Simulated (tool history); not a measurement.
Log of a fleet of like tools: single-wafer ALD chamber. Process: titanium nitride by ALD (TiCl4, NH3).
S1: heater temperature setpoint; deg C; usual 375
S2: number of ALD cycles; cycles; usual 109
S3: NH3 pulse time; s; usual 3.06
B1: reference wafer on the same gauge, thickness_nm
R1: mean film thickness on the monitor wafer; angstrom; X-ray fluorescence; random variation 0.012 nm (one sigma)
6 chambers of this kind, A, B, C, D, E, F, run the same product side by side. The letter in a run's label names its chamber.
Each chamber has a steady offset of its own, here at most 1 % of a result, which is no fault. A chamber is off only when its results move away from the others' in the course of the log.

{"run": "1D", "day": 0.242, "S1": 375, "S2": 109, "S3": 3.06, "B1": 2.5895, "R1": 23.971}
{"run": "2A", "day": 0.517, "S1": 375, "S2": 109, "S3": 3.06, "B1": 2.5881, "R1": 24.042}
{"run": "3B", "day": 0.808, "S1": 375, "S2": 109, "S3": 3.06, "B1": 2.5877, "R1": 24.195}
{"run": "4E", "day": 0.967, "S1": 375, "S2": 109, "S3": 3.06, "B1": 2.5875, "R1": 24.316}
{"run": "5F", "day": 1.104, "S1": 375, "S2": 109, "S3": 3.06, "B1": 2.5913, "R1": 24.287}
{"run": "6C", "day": 1.383, "S1": 375, "S2": 109, "S3": 3.06, "B1": 2.5911, "R1": 24.068}
{"run": "7E", "day": 1.629, "S1": 375, "S2": 109, "S3": 3.06, "B1": 2.5892, "R1": 24.052}
{"run": "8A", "day": 1.767, "S1": 383, "S2": 109, "S3": 3.06, "B1": 2.5911, "R1": 24.049}
{"run": "9C", "day": 2.008, "S1": 383, "S2": 109, "S3": 3.06, "B1": 2.5878, "R1": 24.331}
{"run": "10F", "day": 2.3, "S1": 383, "S2": 109, "S3": 3.06, "B1": 2.591, "R1": 24.481}
{"run": "11D", "day": 2.5, "S1": 383, "S2": 109, "S3": 3.06, "B1": 2.5889, "R1": 24.121}
{"run": "12B", "day": 2.792, "S1": 383, "S2": 109, "S3": 3.06, "B1": 2.5918, "R1": 24.259}
{"run": "13E", "day": 2.938, "S1": 383, "S2": 109, "S3": 3.06, "B1": 2.5868, "R1": 24.054}
{"run": "14C", "day": 3.146, "S1": 375, "S2": 109, "S3": 3.06, "B1": 2.5923, "R1": 24.073}
{"run": "15A", "day": 3.362, "S1": 375, "S2": 109, "S3": 3.06, "B1": 2.5906, "R1": 23.862}
{"run": "16B", "day": 3.567, "S1": 375, "S2": 109, "S3": 3.06, "B1": 2.5909, "R1": 23.946}
{"run": "17D", "day": 3.85, "S1": 375, "S2": 109, "S3": 3.06, "B1": 2.5856, "R1": 24.129}
{"run": "18F", "day": 3.988, "S1": 375, "S2": 109, "S3": 3.06, "B1": 2.5897, "R1": 24.279}
{"run": "19C", "day": 4.288, "S1": 375, "S2": 109, "S3": 3.06, "B1": 2.5907, "R1": 24.425}
{"run": "20D", "day": 4.425, "S1": 370, "S2": 100, "S3": 3.06, "B1": 2.592, "R1": 21.786}
{"run": "21F", "day": 4.667, "S1": 370, "S2": 100, "S3": 3.06, "B1": 2.5879, "R1": 22.018}
{"run": "22A", "day": 4.838, "S1": 370, "S2": 100, "S3": 3.06, "B1": 2.5869, "R1": 21.81}
{"run": "23E", "day": 5.017, "S1": 370, "S2": 100, "S3": 3.06, "B1": 2.5868, "R1": 21.974}
{"run": "24B", "day": 5.258, "S1": 370, "S2": 100, "S3": 3.06, "B1": 2.5859, "R1": 21.705}
{"run": "25C", "day": 5.504, "S1": 370, "S2": 100, "S3": 3.06, "B1": 2.5901, "R1": 22.099}
{"run": "26D", "day": 5.8, "S1": 375, "S2": 109, "S3": 3.06, "B1": 2.5892, "R1": 24.103}
{"run": "27A", "day": 5.95, "S1": 375, "S2": 109, "S3": 3.06, "B1": 2.5902, "R1": 23.893}
{"run": "28B", "day": 6.2, "S1": 375, "S2": 109, "S3": 3.06, "B1": 2.5909, "R1": 24.123}
{"run": "29E", "day": 6.392, "S1": 375, "S2": 109, "S3": 3.06, "B1": 2.5865, "R1": 24.253}
{"run": "30F", "day": 6.688, "S1": 375, "S2": 109, "S3": 3.06, "B1": 2.5921, "R1": 24.183}
{"run": "31D", "day": 6.921, "S1": 375, "S2": 109, "S3": 3.06, "B1": 2.5936, "R1": 23.953}
{"run": "32C", "day": 7.075, "S1": 375, "S2": 109, "S3": 3.06, "B1": 2.591, "R1": 24.043}
{"run": "33F", "day": 7.388, "S1": 375, "S2": 109, "S3": 3.06, "B1": 2.5921, "R1": 24.263}
{"run": "34B", "day": 7.625, "S1": 375, "S2": 109, "S3": 3.95, "B1": 2.5875, "R1": 24.299}
{"run": "35E", "day": 7.846, "S1": 375, "S2": 109, "S3": 3.95, "B1": 2.5882, "R1": 24.465}
{"run": "36A", "day": 8.108, "S1": 375, "S2": 109, "S3": 3.95, "B1": 2.5905, "R1": 24.153}
{"run": "37C", "day": 8.312, "S1": 375, "S2": 109, "S3": 3.95, "B1": 2.5898, "R1": 24.373}
{"run": "38D", "day": 8.479, "S1": 375, "S2": 109, "S3": 3.95, "B1": 2.59, "R1": 24.203}
{"run": "39B", "day": 8.788, "S1": 375, "S2": 109, "S3": 3.95, "B1": 2.5905, "R1": 24.381}
{"run": "40F", "day": 9.004, "S1": 375, "S2": 109, "S3": 3.06, "B1": 2.5899, "R1": 24.351}

What goes on in this fleet: one chamber off, a drifting gauge, or nothing beyond the chambers' own small offsets? Name the chamber and the cause, if any.

No chamber stands off beyond its own small offset, and the gauge holds steady.
